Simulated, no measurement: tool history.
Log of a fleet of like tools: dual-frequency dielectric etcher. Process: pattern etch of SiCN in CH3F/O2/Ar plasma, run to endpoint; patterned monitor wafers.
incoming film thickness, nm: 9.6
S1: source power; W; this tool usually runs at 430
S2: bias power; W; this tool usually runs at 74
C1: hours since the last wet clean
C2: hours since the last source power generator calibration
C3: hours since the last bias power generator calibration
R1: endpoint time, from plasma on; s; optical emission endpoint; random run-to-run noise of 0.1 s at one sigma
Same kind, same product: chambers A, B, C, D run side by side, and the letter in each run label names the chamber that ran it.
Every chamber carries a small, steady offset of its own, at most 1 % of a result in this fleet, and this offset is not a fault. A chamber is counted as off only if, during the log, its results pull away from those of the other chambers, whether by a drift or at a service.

{"run": "1B", "day": 0.35, "S1": 430, "S2": 74, "C1": 318.5, "C2": 2082.0, "C3": 1064.4, "R1": 24.546}
{"run": "2D", "day": 0.908, "S1": 430, "S2": 74, "C1": 308.8, "C2": 3614.0, "C3": 1048.6, "R1": 24.789}
{"run": "3C", "day": 1.392, "S1": 430, "S2": 74, "C1": 232.2, "C2": 4449.3, "C3": 2402.0, "R1": 24.687}
{"run": "4A", "day": 1.996, "S1": 430, "S2": 74, "C1": 196.5, "C2": 904.6, "C3": 3837.2, "R1": 24.418}
{"run": "5A", "day": 2.488, "S1": 500, "S2": 74, "C1": 208.3, "C2": 916.4, "C3": 3849.0, "R1": 23.116}
{"day": 2.846, "done": "chamber D: source power generator calibrated"}
{"run": "6C", "day": 3.058, "S1": 500, "S2": 74, "C1": 272.2, "C2": 4489.3, "C3": 2442.0, "R1": 23.166}
{"run": "7B", "day": 3.342, "S1": 500, "S2": 74, "C1": 390.3, "C2": 2153.8, "C3": 1136.2, "R1": 23.304}
{"day": 3.454, "done": "chamber B: wet clean of the chamber"}
{"run": "8D", "day": 3.758, "S1": 500, "S2": 74, "C1": 377.2, "C2": 22.0, "C3": 1117.0, "R1": 23.332}
{"day": 3.838, "done": "chamber C: source power generator calibrated"}
{"run": "9A", "day": 4.025, "S1": 430, "S2": 74, "C1": 245.2, "C2": 953.3, "C3": 3885.9, "R1": 24.436}
{"run": "10C", "day": 4.333, "S1": 430, "S2": 74, "C1": 302.8, "C2": 12.0, "C3": 2472.6, "R1": 24.602}
{"run": "11D", "day": 4.875, "S1": 430, "S2": 74, "C1": 404.0, "C2": 48.8, "C3": 1143.8, "R1": 24.761}
{"day": 5.121, "done": "chamber A: bias power generator calibrated"}
{"run": "12B", "day": 5.458, "S1": 430, "S2": 74, "C1": 48.2, "C2": 2204.6, "C3": 1187.0, "R1": 24.915}
{"run": "13C", "day": 5.954, "S1": 430, "S2": 74, "C1": 341.7, "C2": 50.9, "C3": 2511.5, "R1": 24.647}
{"day": 5.983, "done": "chamber D: wet clean of the chamber"}
{"run": "14B", "day": 6.317, "S1": 430, "S2": 74, "C1": 68.8, "C2": 2225.2, "C3": 1207.6, "R1": 24.694}
{"run": "15A", "day": 6.892, "S1": 380, "S2": 83, "C1": 314.0, "C2": 1022.1, "C3": 42.6, "R1": 24.426}
{"run": "16D", "day": 7.279, "S1": 380, "S2": 83, "C1": 31.1, "C2": 106.5, "C3": 1201.5, "R1": 25.676}
{"run": "17C", "day": 7.588, "S1": 380, "S2": 83, "C1": 380.9, "C2": 90.1, "C3": 2550.7, "R1": 24.808}
{"run": "18A", "day": 7.929, "S1": 380, "S2": 83, "C1": 338.9, "C2": 1047.0, "C3": 67.5, "R1": 24.662}
{"run": "19D", "day": 8.229, "S1": 430, "S2": 74, "C1": 53.9, "C2": 129.3, "C3": 1224.3, "R1": 25.441}
{"run": "20B", "day": 8.612, "S1": 430, "S2": 74, "C1": 123.9, "C2": 2280.3, "C3": 1262.7, "R1": 24.453}
{"run": "21B", "day": 9.096, "S1": 430, "S2": 74, "C1": 135.5, "C2": 2291.9, "C3": 1274.3, "R1": 24.664}
{"run": "22A", "day": 9.533, "S1": 430, "S2": 74, "C1": 377.4, "C2": 1085.5, "C3": 106.0, "R1": 24.267}
{"run": "23C", "day": 9.979, "S1": 390, "S2": 60, "C1": 438.3, "C2": 147.5, "C3": 2608.1, "R1": 27.363}
{"day": 10.183, "done": "chamber B: source power generator calibrated"}
{"run": "24D", "day": 10.325, "S1": 390, "S2": 60, "C1": 104.2, "C2": 179.6, "C3": 1274.6, "R1": 28.368}
{"run": "25D", "day": 10.908, "S1": 390, "S2": 60, "C1": 118.2, "C2": 193.6, "C3": 1288.6, "R1": 28.265}
{"run": "26B", "day": 11.383, "S1": 390, "S2": 60, "C1": 190.4, "C2": 28.9, "C3": 1329.2, "R1": 27.655}
{"run": "27A", "day": 11.896, "S1": 430, "S2": 74, "C1": 434.1, "C2": 1142.2, "C3": 162.7, "R1": 24.573}
{"day": 12.342, "done": "chamber C: wet clean of the chamber"}
{"run": "28C", "day": 12.371, "S1": 430, "S2": 74, "C1": 0.8, "C2": 204.9, "C3": 2665.5, "R1": 24.571}
{"run": "29D", "day": 12.875, "S1": 430, "S2": 89, "C1": 165.4, "C2": 240.8, "C3": 1335.8, "R1": 24.009}
{"run": "30B", "day": 13.421, "S1": 430, "S2": 89, "C1": 239.3, "C2": 77.8, "C3": 1378.1, "R1": 22.94}
{"run": "31C", "day": 13.788, "S1": 430, "S2": 89, "C1": 34.8, "C2": 238.9, "C3": 2699.5, "R1": 22.955}
{"run": "32A", "day": 14.192, "S1": 430, "S2": 89, "C1": 489.2, "C2": 1197.3, "C3": 217.8, "R1": 22.909}
{"run": "33D", "day": 14.583, "S1": 430, "S2": 74, "C1": 206.4, "C2": 281.8, "C3": 1376.8, "R1": 25.531}
{"run": "34C", "day": 15.029, "S1": 430, "S2": 74, "C1": 64.6, "C2": 268.7, "C3": 2729.3, "R1": 24.494}
{"run": "35B", "day": 15.396, "S1": 430, "S2": 57, "C1": 286.7, "C2": 125.2, "C3": 1425.5, "R1": 27.037}
{"run": "36A", "day": 15.708, "S1": 430, "S2": 57, "C1": 525.6, "C2": 1233.7, "C3": 254.2, "R1": 26.785}
{"run": "37C", "day": 16.279, "S1": 430, "S2": 57, "C1": 94.6, "C2": 298.7, "C3": 2759.3, "R1": 26.769}
{"run": "38A", "day": 16.642, "S1": 430, "S2": 57, "C1": 548.0, "C2": 1256.1, "C3": 276.6, "R1": 26.731}
{"run": "39D", "day": 17.104, "S1": 430, "S2": 74, "C1": 266.9, "C2": 342.3, "C3": 1437.3, "R1": 25.474}
{"run": "40B", "day": 17.567, "S1": 430, "S2": 74, "C1": 338.8, "C2": 177.3, "C3": 1477.6, "R1": 24.555}
{"run": "41C", "day": 17.971, "S1": 430, "S2": 74, "C1": 135.2, "C2": 339.3, "C3": 2799.9, "R1": 24.565}

Is one chamber out of step, is the gauge drifting, or do the chambers differ by no more than their own small offsets? For an off chamber, give its letter and the likeliest cause.

A service left chamber D off against the others.
Likeliest cause: etch rate under this chamber's usual, % = 2.77.

Here are 4 candidates for chamber D's next run, each the usual settings with a change, their results left as question marks. Which one brings its results back in line with what the others give on the usual settings?
Maximum distance from the other chambers' mean on the usual settings for a result to count as in line: R1 0.350 s
{"run": "42D-1", "day": 18.408, "S1": 390, "S2": 69, "R1": "?"}
{"run": "42D-2", "day": 18.408, "S1": 470, "S2": 79, "R1": "?"}
{"run": "42D-3", "day": 18.408, "S1": 410, "S2": 71, "R1": "?"}
{"run": "42D-4", "day": 18.408, "S1": 450, "S2": 77, "R1": "?"}

The mean the other chambers reach with the usual settings: R1 24.584 s
run=42D-1 R1=27.037
run=42D-2 R1=24.014
run=42D-3 R1=26.262
run=42D-4 R1=24.636
The answer is 42D-4, which returns the chamber to within the allowed miss of the others.

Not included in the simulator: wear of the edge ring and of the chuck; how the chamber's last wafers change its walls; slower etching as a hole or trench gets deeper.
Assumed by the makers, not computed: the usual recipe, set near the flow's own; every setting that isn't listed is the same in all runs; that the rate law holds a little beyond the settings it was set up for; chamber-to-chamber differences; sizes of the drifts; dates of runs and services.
